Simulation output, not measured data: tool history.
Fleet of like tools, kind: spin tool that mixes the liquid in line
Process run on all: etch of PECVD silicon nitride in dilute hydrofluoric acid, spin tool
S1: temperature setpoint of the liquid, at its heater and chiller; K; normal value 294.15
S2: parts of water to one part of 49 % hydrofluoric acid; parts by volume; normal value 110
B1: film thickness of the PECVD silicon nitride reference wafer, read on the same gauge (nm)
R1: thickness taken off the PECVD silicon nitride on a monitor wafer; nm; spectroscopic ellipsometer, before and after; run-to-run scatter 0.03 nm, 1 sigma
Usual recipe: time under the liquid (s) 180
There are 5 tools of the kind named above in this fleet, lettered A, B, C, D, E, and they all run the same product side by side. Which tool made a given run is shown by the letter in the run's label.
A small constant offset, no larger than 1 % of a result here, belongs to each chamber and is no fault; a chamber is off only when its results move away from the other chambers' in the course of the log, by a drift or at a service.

run 1D hour=8.4 | S1=294.15 S2=110 time_under_the_liquid_(s)=180 | B1=110.06 | R1=3.2031
run 2E hour=17.3 | S1=294.15 S2=110 time_under_the_liquid_(s)=180 | B1=109.98 | R1=3.1113
run 3A hour=24.6 | S1=294.15 S2=110 time_under_the_liquid_(s)=180 | B1=109.97 | R1=3.1561
run 4B hour=38.8 | S1=294.15 S2=110 time_under_the_liquid_(s)=180 | B1=109.98 | R1=3.1881
run 5C hour=49.8 | S1=294.15 S2=110 time_under_the_liquid_(s)=180 | B1=110.02 | R1=3.2204
-- hour=50.0 chamber A: hydrofluoric acid flow meter replaced
run 6D hour=58.5 | S1=294.15 S2=110 time_under_the_liquid_(s)=180 | B1=110.03 | R1=3.1585
run 7E hour=69.3 | S1=294.15 S2=110 time_under_the_liquid_(s)=180 | B1=110.00 | R1=3.1374
run 8B hour=79.3 | S1=294.15 S2=110 time_under_the_liquid_(s)=180 | B1=110.03 | R1=3.1725
run 9C hour=87.3 | S1=294.15 S2=110 time_under_the_liquid_(s)=180 | B1=110.03 | R1=3.2047
run 10A hour=99.8 | S1=296.65 S2=110 time_under_the_liquid_(s)=180 | B1=109.98 | R1=3.6823
run 11C hour=114.0 | S1=296.65 S2=110 time_under_the_liquid_(s)=180 | B1=109.93 | R1=3.7354
run 12A hour=126.3 | S1=296.65 S2=110 time_under_the_liquid_(s)=180 | B1=110.01 | R1=3.7528
run 13D hour=136.0 | S1=296.65 S2=110 time_under_the_liquid_(s)=180 | B1=110.03 | R1=3.6779
run 14E hour=146.6 | S1=296.65 S2=110 time_under_the_liquid_(s)=180 | B1=109.95 | R1=3.7450
run 15B hour=156.8 | S1=294.15 S2=110 time_under_the_liquid_(s)=180 | B1=110.05 | R1=3.1405
run 16E hour=170.9 | S1=294.15 S2=110 time_under_the_liquid_(s)=180 | B1=110.05 | R1=3.0858
run 17D hour=179.7 | S1=294.15 S2=110 time_under_the_liquid_(s)=180 | B1=110.04 | R1=3.0656
run 18A hour=193.3 | S1=294.15 S2=110 time_under_the_liquid_(s)=180 | B1=110.00 | R1=3.1162
run 19B hour=201.0 | S1=294.15 S2=110 time_under_the_liquid_(s)=180 | B1=110.02 | R1=3.1342
run 20C hour=215.1 | S1=294.15 S2=110 time_under_the_liquid_(s)=180 | B1=110.03 | R1=3.1481
run 21B hour=221.5 | S1=294.15 S2=110 time_under_the_liquid_(s)=180 | B1=110.03 | R1=3.1613
-- hour=227.2 chamber C: hydrofluoric acid flow meter replaced
run 22C hour=228.0 | S1=294.15 S2=110 time_under_the_liquid_(s)=180 | B1=109.97 | R1=3.1030
run 23E hour=235.7 | S1=292.15 S2=110 time_under_the_liquid_(s)=180 | B1=110.05 | R1=2.7311
run 24D hour=248.5 | S1=292.15 S2=110 time_under_the_liquid_(s)=180 | B1=109.96 | R1=2.5350
run 25A hour=258.9 | S1=292.15 S2=110 time_under_the_liquid_(s)=180 | B1=109.99 | R1=2.7307
run 26A hour=273.0 | S1=292.15 S2=110 time_under_the_liquid_(s)=180 | B1=109.98 | R1=2.7154
run 27E hour=285.4 | S1=292.15 S2=110 time_under_the_liquid_(s)=180 | B1=109.96 | R1=2.7597
run 28C hour=293.6 | S1=294.15 S2=160 time_under_the_liquid_(s)=180 | B1=110.01 | R1=2.1454
run 29B hour=305.3 | S1=294.15 S2=160 time_under_the_liquid_(s)=180 | B1=110.02 | R1=2.1938
run 30D hour=317.8 | S1=294.15 S2=160 time_under_the_liquid_(s)=180 | B1=109.99 | R1=1.9581
run 31D hour=331.0 | S1=294.15 S2=160 time_under_the_liquid_(s)=180 | B1=109.98 | R1=1.9293
run 32E hour=340.6 | S1=294.15 S2=160 time_under_the_liquid_(s)=180 | B1=109.99 | R1=2.1997

Next, every chamber runs the same settings. What will each give?
run 33A hour=350.8 | S1=296.15 S2=110 time_under_the_liquid_(s)=180 | R1=?
run 33B hour=350.8 | S1=296.15 S2=110 time_under_the_liquid_(s)=180 | R1=?
run 33C hour=350.8 | S1=296.15 S2=110 time_under_the_liquid_(s)=180 | R1=?
run 33D hour=350.8 | S1=296.15 S2=110 time_under_the_liquid_(s)=180 | R1=?
run 33E hour=350.8 | S1=296.15 S2=110 time_under_the_liquid_(s)=180 | R1=?

run=33A R1=3.6448
run=33B R1=3.6132
run=33C R1=3.5573
run=33D R1=3.2095
run=33E R1=3.5624
